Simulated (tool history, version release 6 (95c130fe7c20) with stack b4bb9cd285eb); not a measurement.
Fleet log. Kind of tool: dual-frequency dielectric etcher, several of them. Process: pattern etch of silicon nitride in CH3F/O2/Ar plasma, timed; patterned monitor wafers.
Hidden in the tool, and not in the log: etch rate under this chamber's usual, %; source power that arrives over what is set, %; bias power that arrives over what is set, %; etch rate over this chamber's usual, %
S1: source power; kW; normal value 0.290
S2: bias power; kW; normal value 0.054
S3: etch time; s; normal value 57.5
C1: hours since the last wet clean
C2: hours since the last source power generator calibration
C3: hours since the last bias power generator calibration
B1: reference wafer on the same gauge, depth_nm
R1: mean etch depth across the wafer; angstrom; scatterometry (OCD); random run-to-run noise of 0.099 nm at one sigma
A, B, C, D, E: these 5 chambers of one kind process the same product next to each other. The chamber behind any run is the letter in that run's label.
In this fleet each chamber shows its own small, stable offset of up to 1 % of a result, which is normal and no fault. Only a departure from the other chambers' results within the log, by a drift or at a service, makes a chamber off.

{"run": "1E", "day": 0.45, "S1": 0.29, "S2": 0.054, "S3": 57.5, "C1": 522.6, "C2": 1127.5, "C3": 791.3, "B1": 37.809, "R1": 326.87}
{"run": "2C", "day": 0.938, "S1": 0.29, "S2": 0.054, "S3": 57.5, "C1": 474.8, "C2": 1559.4, "C3": 1005.6, "B1": 37.827, "R1": 323.26}
{"run": "3D", "day": 1.442, "S1": 0.29, "S2": 0.054, "S3": 57.5, "C1": 186.6, "C2": 3962.9, "C3": 4677.9, "B1": 37.767, "R1": 321.07}
{"run": "4B", "day": 1.758, "S1": 0.29, "S2": 0.054, "S3": 57.5, "C1": 439.8, "C2": 559.3, "C3": 48.5, "B1": 37.818, "R1": 322.38}
{"run": "5A", "day": 2.212, "S1": 0.29, "S2": 0.054, "S3": 57.5, "C1": 253.1, "C2": 2512.8, "C3": 174.4, "B1": 37.799, "R1": 322.12}
{"run": "6E", "day": 2.588, "S1": 0.29, "S2": 0.054, "S3": 57.5, "C1": 573.9, "C2": 1178.8, "C3": 842.6, "B1": 37.763, "R1": 326.08}
{"run": "7D", "day": 2.904, "S1": 0.29, "S2": 0.054, "S3": 57.5, "C1": 221.7, "C2": 3998.0, "C3": 4713.0, "B1": 37.816, "R1": 321.74}
{"day": 3.15, "done": "chamber E: wet clean of the chamber"}
{"run": "8B", "day": 3.221, "S1": 0.26, "S2": 0.054, "S3": 70.0, "C1": 474.9, "C2": 594.4, "C3": 83.6, "B1": 37.786, "R1": 377.91}
{"day": 3.267, "done": "chamber A: source power generator calibrated"}
{"run": "9A", "day": 3.779, "S1": 0.26, "S2": 0.054, "S3": 70.0, "C1": 290.7, "C2": 12.4, "C3": 212.0, "B1": 37.799, "R1": 376.81}
{"day": 4.358, "done": "chamber B: wet clean of the chamber"}
{"run": "10C", "day": 4.371, "S1": 0.26, "S2": 0.054, "S3": 70.0, "C1": 557.2, "C2": 1641.8, "C3": 1088.0, "B1": 37.787, "R1": 377.01}
{"run": "11C", "day": 4.821, "S1": 0.26, "S2": 0.054, "S3": 70.0, "C1": 568.0, "C2": 1652.6, "C3": 1098.8, "B1": 37.796, "R1": 377.19}
{"day": 5.229, "done": "chamber C: wet clean of the chamber"}
{"run": "12D", "day": 5.421, "S1": 0.26, "S2": 0.054, "S3": 70.0, "C1": 282.1, "C2": 4058.4, "C3": 4773.4, "B1": 37.8, "R1": 376.86}
{"run": "13B", "day": 5.879, "S1": 0.29, "S2": 0.054, "S3": 57.5, "C1": 36.5, "C2": 658.2, "C3": 147.4, "B1": 37.827, "R1": 323.5}
{"run": "14E", "day": 6.175, "S1": 0.29, "S2": 0.054, "S3": 57.5, "C1": 72.7, "C2": 1264.9, "C3": 928.7, "B1": 37.797, "R1": 326.37}
{"day": 6.275, "done": "chamber D: bias power generator calibrated"}
{"run": "15A", "day": 6.633, "S1": 0.29, "S2": 0.054, "S3": 57.5, "C1": 359.2, "C2": 80.9, "C3": 280.5, "B1": 37.833, "R1": 315.97}
{"run": "16E", "day": 7.129, "S1": 0.29, "S2": 0.054, "S3": 57.5, "C1": 95.6, "C2": 1287.8, "C3": 951.6, "B1": 37.811, "R1": 324.96}
{"run": "17A", "day": 7.608, "S1": 0.29, "S2": 0.054, "S3": 57.5, "C1": 382.6, "C2": 104.3, "C3": 303.9, "B1": 37.787, "R1": 316.24}
{"run": "18D", "day": 8.233, "S1": 0.29, "S2": 0.054, "S3": 57.5, "C1": 349.6, "C2": 4125.9, "C3": 47.0, "B1": 37.84, "R1": 320.81}
{"run": "19B", "day": 8.554, "S1": 0.29, "S2": 0.054, "S3": 57.5, "C1": 100.7, "C2": 722.4, "C3": 211.6, "B1": 37.773, "R1": 323.24}
{"run": "20C", "day": 8.983, "S1": 0.29, "S2": 0.054, "S3": 57.5, "C1": 90.1, "C2": 1752.5, "C3": 1198.7, "B1": 37.789, "R1": 325.16}
{"run": "21E", "day": 9.433, "S1": 0.29, "S2": 0.054, "S3": 57.5, "C1": 150.9, "C2": 1343.1, "C3": 1006.9, "B1": 37.787, "R1": 326.01}
{"run": "22D", "day": 9.725, "S1": 0.29, "S2": 0.054, "S3": 57.5, "C1": 385.4, "C2": 4161.7, "C3": 82.8, "B1": 37.791, "R1": 320.0}
{"run": "23C", "day": 10.071, "S1": 0.29, "S2": 0.054, "S3": 57.5, "C1": 116.2, "C2": 1778.6, "C3": 1224.8, "B1": 37.774, "R1": 322.32}
{"run": "24B", "day": 10.588, "S1": 0.29, "S2": 0.054, "S3": 57.5, "C1": 149.5, "C2": 771.2, "C3": 260.4, "B1": 37.793, "R1": 324.88}
{"run": "25A", "day": 11.067, "S1": 0.29, "S2": 0.054, "S3": 57.5, "C1": 465.6, "C2": 187.3, "C3": 386.9, "B1": 37.805, "R1": 312.34}
{"run": "26D", "day": 11.658, "S1": 0.29, "S2": 0.054, "S3": 57.5, "C1": 431.8, "C2": 4208.1, "C3": 129.2, "B1": 37.811, "R1": 321.17}
{"run": "27C", "day": 12.288, "S1": 0.29, "S2": 0.054, "S3": 71.0, "C1": 169.4, "C2": 1831.8, "C3": 1278.0, "B1": 37.809, "R1": 399.52}
{"run": "28E", "day": 12.838, "S1": 0.29, "S2": 0.054, "S3": 71.0, "C1": 232.6, "C2": 1424.8, "C3": 1088.6, "B1": 37.807, "R1": 401.74}
{"run": "29A", "day": 13.417, "S1": 0.29, "S2": 0.054, "S3": 71.0, "C1": 522.0, "C2": 243.7, "C3": 443.3, "B1": 37.802, "R1": 383.59}
{"run": "30B", "day": 13.871, "S1": 0.29, "S2": 0.054, "S3": 71.0, "C1": 228.3, "C2": 850.0, "C3": 339.2, "B1": 37.823, "R1": 399.65}
{"run": "31E", "day": 14.225, "S1": 0.29, "S2": 0.054, "S3": 71.0, "C1": 265.9, "C2": 1458.1, "C3": 1121.9, "B1": 37.786, "R1": 403.01}
{"run": "32B", "day": 14.846, "S1": 0.29, "S2": 0.054, "S3": 57.5, "C1": 251.7, "C2": 873.4, "C3": 362.6, "B1": 37.787, "R1": 323.27}

Is one chamber off against the others, does the gauge drift, or is nothing wrong? If a chamber is off, say which, and what the likeliest cause is.

Chamber A drifts away from the others.
Likeliest cause: etch rate under this chamber's usual, % = 3.97.

Which of the 4 candidates below, each the usual settings with something changed and its results left as question marks, puts chamber A back in line with what the other chambers give on the usual settings?
Allowed miss from the other chambers' usual-settings mean, per result, to count as in line: R1 3.50 angstrom
{"run": "33A-1", "day": 15.3, "S1": 0.37, "S2": 0.054, "S3": 57.5, "R1": "?"}
{"run": "33A-2", "day": 15.3, "S1": 0.29, "S2": 0.04, "S3": 57.5, "R1": "?"}
{"run": "33A-3", "day": 15.3, "S1": 0.29, "S2": 0.054, "S3": 60.0, "R1": "?"}
{"run": "33A-4", "day": 15.3, "S1": 0.29, "S2": 0.053, "S3": 55.0, "R1": "?"}

Average result of the remaining chambers running the usual settings: R1 323.47 angstrom
run=33A-1 R1=339.93
run=33A-2 R1=281.45
run=33A-3 R1=322.48
run=33A-4 R1=293.83
The answer is 33A-3, which returns the chamber to within the allowed miss of the others.
